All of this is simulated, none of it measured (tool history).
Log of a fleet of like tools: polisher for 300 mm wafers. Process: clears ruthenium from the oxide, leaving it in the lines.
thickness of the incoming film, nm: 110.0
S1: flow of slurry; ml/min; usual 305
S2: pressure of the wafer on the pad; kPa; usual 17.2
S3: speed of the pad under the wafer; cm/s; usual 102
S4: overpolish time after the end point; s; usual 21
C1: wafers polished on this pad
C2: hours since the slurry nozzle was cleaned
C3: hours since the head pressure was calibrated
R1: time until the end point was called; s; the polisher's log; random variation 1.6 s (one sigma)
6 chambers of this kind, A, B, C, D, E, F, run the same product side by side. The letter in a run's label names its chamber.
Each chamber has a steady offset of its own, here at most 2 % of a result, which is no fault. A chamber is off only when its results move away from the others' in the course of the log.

run	hour	S1	S2	S3	S4	C1	C2	C3	R1
1C	4.9	305	17.2	102	21	523	77.7	758.1	85.404
2E	8.9	305	17.2	102	21	249	127.4	715.5	83.33
3D	12.9	305	17.2	102	21	535	270.6	726.7	87.721
4A	18.2	305	17.2	102	21	952	306.4	205.8	86.533
# hour 19.6: chamber D: worn pad replaced by a new one
5B	25.4	305	17.2	102	21	752	287.7	145.7	83.211
6F	31.7	305	17.2	102	21	1164	277.8	338.6	86.316
7F	38	305	17.2	102	21	1210	284.1	344.9	87.3
8D	43.5	305	17.2	102	21	172	301.2	757.3	84.938
9A	47	305	17.2	102	21	1159	335.2	234.6	86.725
10B	50.3	305	17.2	102	21	932	312.6	170.6	84.527
# hour 54.5: chamber C: worn pad replaced by a new one
11C	54.6	305	17.2	102	21	0	127.4	807.8	84.551
# hour 59.6: chamber F: worn pad replaced by a new one
12E	62.2	305	17.2	102	21	634	180.7	768.8	85.138
# hour 67.1: chamber A: worn pad replaced by a new one
# hour 68: chamber E: worn pad replaced by a new one
13F	69.3	305	17.2	102	21	70	315.4	376.2	85.198
14A	75.3	245	17.2	102	13	59	363.5	262.9	88.795
15D	82.4	245	17.2	102	13	453	340.1	796.2	87.164
16B	88.4	245	17.2	102	13	1206	350.7	208.7	88.959
# hour 94.5: chamber D: worn pad replaced by a new one
17E	96	245	17.2	102	13	201	214.5	802.6	86.525
18C	101.4	245	17.2	102	13	338	174.2	854.6	88.207
19C	108.8	245	17.2	102	13	391	181.6	862	88.404
20B	116.2	305	17.2	102	21	1407	378.5	236.5	87.265
21F	123.8	305	17.2	102	21	463	369.9	430.7	84.142
22A	128.1	305	17.2	102	21	439	416.3	315.7	86.513
23D	133.8	305	17.2	102	21	283	391.5	847.6	84.476
24E	141.3	305	22.8	102	21	528	259.8	847.9	65.022
25B	145.6	305	22.8	102	21	1618	407.9	265.9	70.048
26C	152.6	305	22.8	102	21	707	225.4	905.8	68.088
27A	157.7	305	22.8	102	21	653	445.9	345.3	65.251
28F	161.6	305	22.8	102	21	735	407.7	468.5	66.955
29D	166.4	305	22.8	102	21	518	424.1	880.2	64.453
# hour 168.9: chamber E: worn pad replaced by a new one
30E	170.8	305	17.2	102	21	13	289.3	877.4	85.947
# hour 172: chamber D: slurry nozzle cleaned
31E	174.2	305	17.2	102	21	38	292.7	880.8	84.477
32A	178.2	305	17.2	102	21	801	466.4	365.8	86.449
# hour 180.9: chamber D: worn pad replaced by a new one
33D	185.3	305	17.2	102	21	31	13.3	899.1	84.371
# hour 190.1: chamber C: worn pad replaced by a new one
34B	192.6	305	17.2	102	21	1957	454.9	312.9	93.354
35F	197.5	305	17.2	102	21	994	443.6	504.4	86.275
36C	201.8	305	17.2	102	21	84	274.6	955	84.285
# hour 202.7: chamber A: slurry nozzle cleaned
37C	205.2	305	17.2	102	21	109	278	958.4	86.757
38A	212.5	305	17.2	102	21	1048	9.9	400.1	88.461

What goes on in this fleet: one chamber off, a drifting gauge, or nothing beyond the chambers' own small offsets? Name the chamber and the cause, if any.

Chamber B drifts away from the others.
Cause: removal rate lost through wear of the pad, % = 11.8.
The log may not tell that from: head's pressure below its setpoint, %.

Here are 4 candidates for chamber B's next run, each the usual settings with a change, their results left as question marks. Which one brings its results back in line with what the others give on the usual settings?
In line means no further than this from the other chambers' mean on the usual settings: R1 5.8 s
39B-1	218	310	19.3	102	21				?
39B-2	218	305	22.1	102	21				?
39B-3	218	300	17.2	78	21				?
39B-4	218	305	15.9	96	21				?

The other chambers' mean on the usual settings: R1 85.799 s
run	R1
39B-1	86.749
39B-2	76.148
39B-3	127.13
39B-4	112.03
39B-1 brings the chamber back in line.

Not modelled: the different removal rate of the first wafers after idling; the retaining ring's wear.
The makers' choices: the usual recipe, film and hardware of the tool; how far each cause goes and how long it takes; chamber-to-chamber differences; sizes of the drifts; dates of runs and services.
